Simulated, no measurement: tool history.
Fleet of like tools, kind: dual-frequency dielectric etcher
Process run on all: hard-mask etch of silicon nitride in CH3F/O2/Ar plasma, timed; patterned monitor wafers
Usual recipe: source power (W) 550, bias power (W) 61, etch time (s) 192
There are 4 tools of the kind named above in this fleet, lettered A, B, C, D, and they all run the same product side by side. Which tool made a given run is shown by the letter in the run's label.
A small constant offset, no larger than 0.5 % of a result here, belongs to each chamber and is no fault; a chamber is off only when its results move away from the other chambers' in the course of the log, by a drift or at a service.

run	hour	source power (W)	bias power (W)	etch time (s)	read-back reference wafer on the same gauge, depth_nm	mean etch depth across the wafer (angstrom)
1B	8.9	550	61	192	118.01	1445.3
2A	17.4	550	61	192	117.89	1436.7
3D	26.4	550	61	192	118.04	1444.9
4C	35.8	550	61	192	118.01	1433.8
5D	42.1	550	61	192	118.01	1433
6C	50	550	61	192	117.93	1437.2
7A	55.3	550	61	192	118.03	1432
# hour 61.4: chamber C: bias power generator calibrated
8B	64.4	550	61	192	117.88	1436.7
9B	71.1	550	61	192	117.97	1429.4
10D	78.8	550	61	192	117.95	1435.1
# hour 84.3: chamber B: wet clean of the chamber
11A	85.6	550	61	192	118.03	1443.5
12C	92.9	550	61	192	117.92	1443.3
# hour 94: chamber D: wet clean of the chamber
13D	97.9	550	61	192	118.08	1479.3
14B	106	550	61	192	117.92	1427.7
15A	112.7	550	61	192	118	1438
16C	119.4	550	61	192	118.15	1442.5
17C	127	550	61	192	117.96	1441.6
18B	134.8	550	61	192	118.03	1442.5
19D	140.1	550	61	192	117.99	1488.9
20A	147.7	550	61	192	117.98	1432.7
21A	152.8	550	61	192	117.98	1431.2
22D	159.6	550	74	192	118.06	1583.8
23B	167	550	74	192	117.88	1534.4
24C	175.1	550	74	192	118.01	1535.4

For the next run the whole fleet of 4 chambers uses the same settings. Give each chamber's results:
25A	181.8	670	61	192		?
25B	181.8	670	61	192		?
25C	181.8	670	61	192		?
25D	181.8	670	61	192		?

run	mean etch depth across the wafer (angstrom)
25A	1548.4
25B	1553.9
25C	1552.3
25D	1605.7

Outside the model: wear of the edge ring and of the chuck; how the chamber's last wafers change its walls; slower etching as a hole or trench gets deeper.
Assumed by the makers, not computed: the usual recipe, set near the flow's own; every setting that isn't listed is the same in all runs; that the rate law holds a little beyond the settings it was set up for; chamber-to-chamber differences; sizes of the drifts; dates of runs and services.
